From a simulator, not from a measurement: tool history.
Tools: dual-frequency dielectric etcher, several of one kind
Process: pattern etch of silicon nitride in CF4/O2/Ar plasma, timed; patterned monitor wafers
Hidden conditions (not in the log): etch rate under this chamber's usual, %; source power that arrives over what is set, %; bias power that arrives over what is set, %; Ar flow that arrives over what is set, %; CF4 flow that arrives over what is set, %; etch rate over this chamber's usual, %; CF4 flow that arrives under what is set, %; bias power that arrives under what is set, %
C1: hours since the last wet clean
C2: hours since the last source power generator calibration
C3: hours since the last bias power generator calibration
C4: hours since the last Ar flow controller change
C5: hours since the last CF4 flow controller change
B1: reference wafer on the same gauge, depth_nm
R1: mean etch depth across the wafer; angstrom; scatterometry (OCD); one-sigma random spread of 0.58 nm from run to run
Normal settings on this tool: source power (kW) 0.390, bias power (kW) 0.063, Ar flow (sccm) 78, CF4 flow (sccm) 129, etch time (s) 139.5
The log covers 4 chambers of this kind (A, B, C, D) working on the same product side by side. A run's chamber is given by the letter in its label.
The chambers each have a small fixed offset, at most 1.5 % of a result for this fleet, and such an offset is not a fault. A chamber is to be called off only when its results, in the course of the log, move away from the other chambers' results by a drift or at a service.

run 1D hour=13.8 | source_power_(kW)=0.390 bias_power_(kW)=0.063 Ar_flow_(sccm)=78 CF4_flow_(sccm)=129 etch_time_(s)=139.5 | C1=76.9 C2=912.0 C3=79.9 C4=2258.3 C5=988.4 | B1=254.15 | R1=2462.6
run 2B hour=26.9 | source_power_(kW)=0.390 bias_power_(kW)=0.063 Ar_flow_(sccm)=78 CF4_flow_(sccm)=129 etch_time_(s)=139.5 | C1=176.3 C2=2759.6 C3=3419.6 C4=719.7 C5=2729.6 | B1=253.87 | R1=2427.4
run 3C hour=36.0 | source_power_(kW)=0.390 bias_power_(kW)=0.063 Ar_flow_(sccm)=78 CF4_flow_(sccm)=129 etch_time_(s)=139.5 | C1=98.3 C2=1924.4 C3=1788.1 C4=2644.9 C5=1255.0 | B1=254.04 | R1=2452.6
run 4A hour=42.6 | source_power_(kW)=0.390 bias_power_(kW)=0.063 Ar_flow_(sccm)=78 CF4_flow_(sccm)=129 etch_time_(s)=139.5 | C1=228.4 C2=2340.0 C3=1011.6 C4=626.1 C5=1981.1 | B1=253.98 | R1=2438.8
run 5A hour=52.9 | source_power_(kW)=0.390 bias_power_(kW)=0.063 Ar_flow_(sccm)=84 CF4_flow_(sccm)=129 etch_time_(s)=109.0 | C1=238.7 C2=2350.3 C3=1021.9 C4=636.4 C5=1991.4 | B1=254.08 | R1=1889.3
run 6C hour=66.3 | source_power_(kW)=0.390 bias_power_(kW)=0.063 Ar_flow_(sccm)=84 CF4_flow_(sccm)=129 etch_time_(s)=109.0 | C1=128.6 C2=1954.7 C3=1818.4 C4=2675.2 C5=1285.3 | B1=253.84 | R1=1913.2
run 7D hour=80.7 | source_power_(kW)=0.390 bias_power_(kW)=0.063 Ar_flow_(sccm)=84 CF4_flow_(sccm)=129 etch_time_(s)=109.0 | C1=143.8 C2=978.9 C3=146.8 C4=2325.2 C5=1055.3 | B1=254.04 | R1=1914.9
-- hour=94.7 chamber A: source power generator calibrated
run 8B hour=95.6 | source_power_(kW)=0.390 bias_power_(kW)=0.063 Ar_flow_(sccm)=84 CF4_flow_(sccm)=129 etch_time_(s)=109.0 | C1=245.0 C2=2828.3 C3=3488.3 C4=788.4 C5=2798.3 | B1=253.91 | R1=1884.4
run 9A hour=103.3 | source_power_(kW)=0.390 bias_power_(kW)=0.063 Ar_flow_(sccm)=78 CF4_flow_(sccm)=129 etch_time_(s)=139.5 | C1=289.1 C2=8.7 C3=1072.3 C4=686.8 C5=2041.8 | B1=254.06 | R1=2452.2
run 10B hour=114.1 | source_power_(kW)=0.390 bias_power_(kW)=0.063 Ar_flow_(sccm)=78 CF4_flow_(sccm)=129 etch_time_(s)=139.5 | C1=263.5 C2=2846.8 C3=3506.8 C4=806.9 C5=2816.8 | B1=253.90 | R1=2420.4
run 11D hour=123.5 | source_power_(kW)=0.390 bias_power_(kW)=0.063 Ar_flow_(sccm)=78 CF4_flow_(sccm)=129 etch_time_(s)=139.5 | C1=186.6 C2=1021.7 C3=189.6 C4=2368.0 C5=1098.1 | B1=253.97 | R1=2465.6
run 12C hour=136.8 | source_power_(kW)=0.390 bias_power_(kW)=0.063 Ar_flow_(sccm)=78 CF4_flow_(sccm)=129 etch_time_(s)=139.5 | C1=199.1 C2=2025.2 C3=1888.9 C4=2745.7 C5=1355.8 | B1=253.87 | R1=2454.1
run 13C hour=151.1 | source_power_(kW)=0.390 bias_power_(kW)=0.063 Ar_flow_(sccm)=78 CF4_flow_(sccm)=129 etch_time_(s)=139.5 | C1=213.4 C2=2039.5 C3=1903.2 C4=2760.0 C5=1370.1 | B1=254.03 | R1=2450.6
run 14A hour=163.0 | source_power_(kW)=0.390 bias_power_(kW)=0.063 Ar_flow_(sccm)=78 CF4_flow_(sccm)=129 etch_time_(s)=139.5 | C1=348.8 C2=68.4 C3=1132.0 C4=746.5 C5=2101.5 | B1=253.95 | R1=2439.8
run 15B hour=171.3 | source_power_(kW)=0.390 bias_power_(kW)=0.063 Ar_flow_(sccm)=78 CF4_flow_(sccm)=129 etch_time_(s)=139.5 | C1=320.7 C2=2904.0 C3=3564.0 C4=864.1 C5=2874.0 | B1=254.09 | R1=2421.9
run 16D hour=178.0 | source_power_(kW)=0.390 bias_power_(kW)=0.063 Ar_flow_(sccm)=78 CF4_flow_(sccm)=129 etch_time_(s)=139.5 | C1=241.1 C2=1076.2 C3=244.1 C4=2422.5 C5=1152.6 | B1=254.07 | R1=2455.4
run 17B hour=191.8 | source_power_(kW)=0.390 bias_power_(kW)=0.063 Ar_flow_(sccm)=95 CF4_flow_(sccm)=129 etch_time_(s)=139.5 | C1=341.2 C2=2924.5 C3=3584.5 C4=884.6 C5=2894.5 | B1=254.08 | R1=2382.2
run 18D hour=198.7 | source_power_(kW)=0.390 bias_power_(kW)=0.063 Ar_flow_(sccm)=95 CF4_flow_(sccm)=129 etch_time_(s)=139.5 | C1=261.8 C2=1096.9 C3=264.8 C4=2443.2 C5=1173.3 | B1=253.91 | R1=2420.3
run 19A hour=210.3 | source_power_(kW)=0.390 bias_power_(kW)=0.063 Ar_flow_(sccm)=95 CF4_flow_(sccm)=129 etch_time_(s)=139.5 | C1=396.1 C2=115.7 C3=1179.3 C4=793.8 C5=2148.8 | B1=253.94 | R1=2390.6
run 20C hour=218.3 | source_power_(kW)=0.390 bias_power_(kW)=0.063 Ar_flow_(sccm)=95 CF4_flow_(sccm)=129 etch_time_(s)=139.5 | C1=280.6 C2=2106.7 C3=1970.4 C4=2827.2 C5=1437.3 | B1=254.01 | R1=2414.1
-- hour=231.7 chamber A: wet clean of the chamber
run 21D hour=232.2 | source_power_(kW)=0.390 bias_power_(kW)=0.070 Ar_flow_(sccm)=78 CF4_flow_(sccm)=129 etch_time_(s)=139.5 | C1=295.3 C2=1130.4 C3=298.3 C4=2476.7 C5=1206.8 | B1=254.08 | R1=2566.7
run 22B hour=245.4 | source_power_(kW)=0.390 bias_power_(kW)=0.070 Ar_flow_(sccm)=78 CF4_flow_(sccm)=129 etch_time_(s)=139.5 | C1=394.8 C2=2978.1 C3=3638.1 C4=938.2 C5=2948.1 | B1=254.02 | R1=2516.4
run 23A hour=252.0 | source_power_(kW)=0.390 bias_power_(kW)=0.070 Ar_flow_(sccm)=78 CF4_flow_(sccm)=129 etch_time_(s)=139.5 | C1=20.4 C2=157.4 C3=1221.0 C4=835.5 C5=2190.5 | B1=254.05 | R1=2545.2
-- hour=257.2 chamber B: wet clean of the chamber
run 24C hour=262.4 | source_power_(kW)=0.390 bias_power_(kW)=0.070 Ar_flow_(sccm)=78 CF4_flow_(sccm)=129 etch_time_(s)=139.5 | C1=324.7 C2=2150.8 C3=2014.5 C4=2871.3 C5=1481.4 | B1=253.98 | R1=2546.6
run 25A hour=274.4 | source_power_(kW)=0.390 bias_power_(kW)=0.063 Ar_flow_(sccm)=78 CF4_flow_(sccm)=129 etch_time_(s)=139.5 | C1=42.8 C2=179.8 C3=1243.4 C4=857.9 C5=2212.9 | B1=253.97 | R1=2447.9
run 26C hour=286.3 | source_power_(kW)=0.390 bias_power_(kW)=0.063 Ar_flow_(sccm)=78 CF4_flow_(sccm)=129 etch_time_(s)=139.5 | C1=348.6 C2=2174.7 C3=2038.4 C4=2895.2 C5=1505.3 | B1=253.99 | R1=2455.2
run 27D hour=292.9 | source_power_(kW)=0.390 bias_power_(kW)=0.063 Ar_flow_(sccm)=78 CF4_flow_(sccm)=129 etch_time_(s)=139.5 | C1=356.0 C2=1191.1 C3=359.0 C4=2537.4 C5=1267.5 | B1=254.00 | R1=2457.4
run 28B hour=303.3 | source_power_(kW)=0.390 bias_power_(kW)=0.063 Ar_flow_(sccm)=78 CF4_flow_(sccm)=129 etch_time_(s)=139.5 | C1=46.2 C2=3036.0 C3=3696.0 C4=996.1 C5=3006.0 | B1=253.95 | R1=2419.7

One chamber off, gauge drift, or nothing amiss beyond the chambers' own small offsets? If it is a chamber, which one, and what is the likeliest cause?

No chamber stands off beyond its own small offset, and the gauge holds steady.

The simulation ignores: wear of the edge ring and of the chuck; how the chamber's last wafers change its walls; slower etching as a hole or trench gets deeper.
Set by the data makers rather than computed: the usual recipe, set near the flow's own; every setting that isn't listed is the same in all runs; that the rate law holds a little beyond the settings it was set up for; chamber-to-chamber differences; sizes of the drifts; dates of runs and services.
